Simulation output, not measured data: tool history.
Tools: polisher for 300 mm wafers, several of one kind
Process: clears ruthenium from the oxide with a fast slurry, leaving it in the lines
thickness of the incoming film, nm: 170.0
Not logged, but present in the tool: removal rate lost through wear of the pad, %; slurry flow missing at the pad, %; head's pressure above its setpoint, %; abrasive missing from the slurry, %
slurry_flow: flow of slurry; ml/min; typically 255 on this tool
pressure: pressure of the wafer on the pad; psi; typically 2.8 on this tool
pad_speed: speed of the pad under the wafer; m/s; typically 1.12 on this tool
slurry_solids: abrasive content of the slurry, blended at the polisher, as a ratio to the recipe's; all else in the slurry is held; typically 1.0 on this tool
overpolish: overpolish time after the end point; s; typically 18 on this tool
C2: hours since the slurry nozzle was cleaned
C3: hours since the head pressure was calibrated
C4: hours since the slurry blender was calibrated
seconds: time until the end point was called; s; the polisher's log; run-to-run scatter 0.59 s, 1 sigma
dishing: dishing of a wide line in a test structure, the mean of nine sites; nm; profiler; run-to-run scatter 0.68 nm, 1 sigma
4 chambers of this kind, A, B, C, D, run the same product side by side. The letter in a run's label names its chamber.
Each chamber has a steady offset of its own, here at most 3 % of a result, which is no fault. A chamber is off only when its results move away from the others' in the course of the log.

-- day=0.100 chamber D: slurry blender recalibrated
run 1A day=0.225 | slurry_flow=255 pressure=2.8 pad_speed=1.12 slurry_solids=1.0 overpolish=18 | wafers_polished_on_this_pad=847 C2=36.7 C3=910.1 C4=107.9 | seconds=44.193 dishing=57.652
-- day=0.304 chamber B: worn pad replaced by a new one
-- day=0.471 chamber C: slurry nozzle cleaned
run 2B day=0.571 | slurry_flow=255 pressure=2.8 pad_speed=1.12 slurry_solids=1.0 overpolish=18 | wafers_polished_on_this_pad=43 C2=106.5 C3=803.2 C4=31.5 | seconds=45.301 dishing=54.690
run 3D day=0.808 | slurry_flow=255 pressure=2.8 pad_speed=1.12 slurry_solids=1.0 overpolish=18 | wafers_polished_on_this_pad=688 C2=136.8 C3=452.4 C4=17.1 | seconds=45.161 dishing=54.839
-- day=0.988 chamber A: worn pad replaced by a new one
run 4C day=1.088 | slurry_flow=255 pressure=2.8 pad_speed=1.12 slurry_solids=1.0 overpolish=18 | wafers_polished_on_this_pad=439 C2=14.9 C3=228.2 C4=27.4 | seconds=45.050 dishing=56.275
run 5C day=1.292 | slurry_flow=255 pressure=2.8 pad_speed=0.90 slurry_solids=1.0 overpolish=18 | wafers_polished_on_this_pad=472 C2=19.8 C3=233.1 C4=32.3 | seconds=54.162 dishing=45.269
-- day=1.471 chamber A: slurry blender recalibrated
run 6A day=1.633 | slurry_flow=255 pressure=2.8 pad_speed=0.90 slurry_solids=1.0 overpolish=18 | wafers_polished_on_this_pad=104 C2=70.5 C3=943.9 C4=3.9 | seconds=53.891 dishing=46.877
run 7B day=1.821 | slurry_flow=255 pressure=2.8 pad_speed=0.90 slurry_solids=1.0 overpolish=18 | wafers_polished_on_this_pad=245 C2=136.5 C3=833.2 C4=61.5 | seconds=56.240 dishing=46.278
run 8D day=2.162 | slurry_flow=255 pressure=2.8 pad_speed=0.90 slurry_solids=1.0 overpolish=18 | wafers_polished_on_this_pad=908 C2=169.3 C3=484.9 C4=49.6 | seconds=55.388 dishing=45.100
-- day=2.275 chamber D: worn pad replaced by a new one
run 9D day=2.462 | slurry_flow=255 pressure=2.8 pad_speed=1.12 slurry_solids=1.0 overpolish=18 | wafers_polished_on_this_pad=30 C2=176.5 C3=492.1 C4=56.8 | seconds=44.541 dishing=56.239
run 10C day=2.650 | slurry_flow=255 pressure=2.8 pad_speed=1.12 slurry_solids=1.0 overpolish=18 | wafers_polished_on_this_pad=692 C2=52.4 C3=265.7 C4=64.9 | seconds=44.556 dishing=56.445
run 11B day=2.900 | slurry_flow=255 pressure=2.8 pad_speed=1.12 slurry_solids=1.0 overpolish=18 | wafers_polished_on_this_pad=420 C2=162.4 C3=859.1 C4=87.4 | seconds=43.547 dishing=54.628
run 12A day=3.229 | slurry_flow=255 pressure=2.8 pad_speed=1.12 slurry_solids=1.0 overpolish=18 | wafers_polished_on_this_pad=363 C2=108.8 C3=982.2 C4=42.2 | seconds=44.518 dishing=58.801
run 13A day=3.467 | slurry_flow=255 pressure=2.3 pad_speed=1.12 slurry_solids=1.0 overpolish=23 | wafers_polished_on_this_pad=401 C2=114.5 C3=987.9 C4=47.9 | seconds=52.730 dishing=60.716
run 14B day=3.758 | slurry_flow=255 pressure=2.3 pad_speed=1.12 slurry_solids=1.0 overpolish=23 | wafers_polished_on_this_pad=559 C2=183.0 C3=879.7 C4=108.0 | seconds=54.359 dishing=58.477
run 15D day=3.938 | slurry_flow=255 pressure=2.3 pad_speed=1.12 slurry_solids=1.0 overpolish=23 | wafers_polished_on_this_pad=269 C2=211.9 C3=527.5 C4=92.2 | seconds=54.993 dishing=57.908
run 16C day=4.212 | slurry_flow=255 pressure=2.3 pad_speed=1.12 slurry_solids=1.0 overpolish=23 | wafers_polished_on_this_pad=945 C2=89.9 C3=303.2 C4=102.4 | seconds=54.075 dishing=60.094
-- day=4.438 chamber B: slurry blender recalibrated
run 17A day=4.529 | slurry_flow=255 pressure=2.8 pad_speed=1.12 slurry_solids=1.0 overpolish=18 | wafers_polished_on_this_pad=573 C2=140.0 C3=1013.4 C4=73.4 | seconds=43.908 dishing=56.899
-- day=4.671 chamber A: head pressure recalibrated
run 18D day=4.821 | slurry_flow=255 pressure=2.8 pad_speed=1.12 slurry_solids=1.0 overpolish=18 | wafers_polished_on_this_pad=412 C2=233.1 C3=548.7 C4=113.4 | seconds=44.098 dishing=55.120
-- day=4.854 chamber C: worn pad replaced by a new one
run 19C day=5.008 | slurry_flow=180 pressure=2.8 pad_speed=1.12 slurry_solids=1.2 overpolish=18 | wafers_polished_on_this_pad=25 C2=109.0 C3=322.3 C4=121.5 | seconds=42.899 dishing=56.862
run 20B day=5.200 | slurry_flow=180 pressure=2.8 pad_speed=1.12 slurry_solids=1.2 overpolish=18 | wafers_polished_on_this_pad=792 C2=217.6 C3=914.3 C4=18.4 | seconds=42.898 dishing=57.630
run 21A day=5.438 | slurry_flow=180 pressure=2.8 pad_speed=1.12 slurry_solids=1.2 overpolish=18 | wafers_polished_on_this_pad=721 C2=161.8 C3=18.4 C4=95.2 | seconds=38.913 dishing=62.984
-- day=5.550 chamber C: slurry blender recalibrated
-- day=5.575 chamber D: slurry blender recalibrated
run 22C day=5.617 | slurry_flow=180 pressure=2.8 pad_speed=1.12 slurry_solids=1.2 overpolish=18 | wafers_polished_on_this_pad=123 C2=123.6 C3=336.9 C4=1.6 | seconds=42.679 dishing=57.783
-- day=5.729 chamber C: head pressure recalibrated
run 23B day=5.804 | slurry_flow=255 pressure=2.8 pad_speed=1.12 slurry_solids=1.0 overpolish=24 | wafers_polished_on_this_pad=890 C2=232.1 C3=928.8 C4=32.9 | seconds=45.138 dishing=71.411
run 24D day=6.112 | slurry_flow=255 pressure=2.8 pad_speed=1.12 slurry_solids=1.0 overpolish=24 | wafers_polished_on_this_pad=622 C2=264.1 C3=579.7 C4=13.0 | seconds=44.752 dishing=71.039
run 25B day=6.371 | slurry_flow=255 pressure=2.8 pad_speed=1.12 slurry_solids=1.0 overpolish=24 | wafers_polished_on_this_pad=982 C2=245.7 C3=942.4 C4=46.5 | seconds=44.265 dishing=71.985
run 26C day=6.525 | slurry_flow=255 pressure=2.8 pad_speed=1.12 slurry_solids=1.0 overpolish=24 | wafers_polished_on_this_pad=270 C2=145.4 C3=19.1 C4=23.4 | seconds=43.907 dishing=71.592
run 27A day=6.767 | slurry_flow=255 pressure=2.8 pad_speed=1.12 slurry_solids=1.0 overpolish=18 | wafers_polished_on_this_pad=936 C2=193.7 C3=50.3 C4=127.1 | seconds=40.786 dishing=60.744
-- day=6.771 chamber A: slurry blender recalibrated
-- day=7.071 chamber B: worn pad replaced by a new one
run 28D day=7.071 | slurry_flow=255 pressure=2.8 pad_speed=1.12 slurry_solids=1.0 overpolish=18 | wafers_polished_on_this_pad=777 C2=287.1 C3=602.7 C4=36.0 | seconds=44.992 dishing=55.404
run 29D day=7.346 | slurry_flow=255 pressure=2.8 pad_speed=1.12 slurry_solids=1.0 overpolish=18 | wafers_polished_on_this_pad=821 C2=293.7 C3=609.3 C4=42.6 | seconds=44.448 dishing=55.271
run 30B day=7.583 | slurry_flow=255 pressure=2.8 pad_speed=1.12 slurry_solids=1.0 overpolish=18 | wafers_polished_on_this_pad=83 C2=274.8 C3=971.5 C4=75.6 | seconds=43.214 dishing=56.034
-- day=7.654 chamber A: worn pad replaced by a new one
-- day=7.688 chamber D: worn pad replaced by a new one
run 31C day=7.821 | slurry_flow=255 pressure=2.8 pad_speed=1.12 slurry_solids=1.0 overpolish=18 | wafers_polished_on_this_pad=480 C2=176.5 C3=50.2 C4=54.5 | seconds=44.314 dishing=55.691
run 32A day=8.104 | slurry_flow=255 pressure=2.8 pad_speed=1.12 slurry_solids=1.0 overpolish=18 | wafers_polished_on_this_pad=73 C2=225.8 C3=82.4 C4=32.0 | seconds=41.001 dishing=61.457
run 33A day=8.296 | slurry_flow=255 pressure=2.8 pad_speed=1.12 slurry_solids=1.0 overpolish=18 | wafers_polished_on_this_pad=104 C2=230.4 C3=87.0 C4=36.6 | seconds=40.709 dishing=61.715
run 34C day=8.629 | slurry_flow=255 pressure=2.8 pad_speed=1.12 slurry_solids=1.0 overpolish=18 | wafers_polished_on_this_pad=611 C2=195.9 C3=69.6 C4=73.9 | seconds=43.238 dishing=55.050
run 35D day=8.858 | slurry_flow=205 pressure=3.5 pad_speed=1.12 slurry_solids=1.0 overpolish=18 | wafers_polished_on_this_pad=189 C2=330.0 C3=645.6 C4=78.9 | seconds=37.111 dishing=65.461
run 36B day=9.196 | slurry_flow=205 pressure=3.5 pad_speed=1.12 slurry_solids=1.0 overpolish=18 | wafers_polished_on_this_pad=344 C2=313.5 C3=1010.2 C4=114.3 | seconds=36.525 dishing=65.742
run 37A day=9.350 | slurry_flow=205 pressure=3.5 pad_speed=1.12 slurry_solids=1.0 overpolish=18 | wafers_polished_on_this_pad=275 C2=255.7 C3=112.3 C4=61.9 | seconds=34.081 dishing=72.307
run 38C day=9.579 | slurry_flow=205 pressure=3.5 pad_speed=1.12 slurry_solids=1.0 overpolish=18 | wafers_polished_on_this_pad=765 C2=218.7 C3=92.4 C4=96.7 | seconds=36.977 dishing=66.379
run 39D day=9.858 | slurry_flow=255 pressure=2.8 pad_speed=1.12 slurry_solids=1.0 overpolish=18 | wafers_polished_on_this_pad=351 C2=354.0 C3=669.6 C4=102.9 | seconds=44.323 dishing=54.542
-- day=10.038 chamber B: slurry blender recalibrated
run 40B day=10.100 | slurry_flow=255 pressure=2.8 pad_speed=1.12 slurry_solids=1.0 overpolish=18 | wafers_polished_on_this_pad=490 C2=335.2 C3=1031.9 C4=1.6 | seconds=44.128 dishing=55.525

All chambers now run identical settings, listed one chamber a line with results as question marks. What results will each chamber show?
run 41A day=10.350 | slurry_flow=255 pressure=2.8 pad_speed=1.44 slurry_solids=1.0 overpolish=18 | seconds=? dishing=?
run 41B day=10.350 | slurry_flow=255 pressure=2.8 pad_speed=1.44 slurry_solids=1.0 overpolish=18 | seconds=? dishing=?
run 41C day=10.350 | slurry_flow=255 pressure=2.8 pad_speed=1.44 slurry_solids=1.0 overpolish=18 | seconds=? dishing=?
run 41D day=10.350 | slurry_flow=255 pressure=2.8 pad_speed=1.44 slurry_solids=1.0 overpolish=18 | seconds=? dishing=?

run=41A seconds=31.357 dishing=75.823
run=41B seconds=34.039 dishing=68.944
run=41C seconds=33.905 dishing=70.423
run=41D seconds=34.295 dishing=67.466
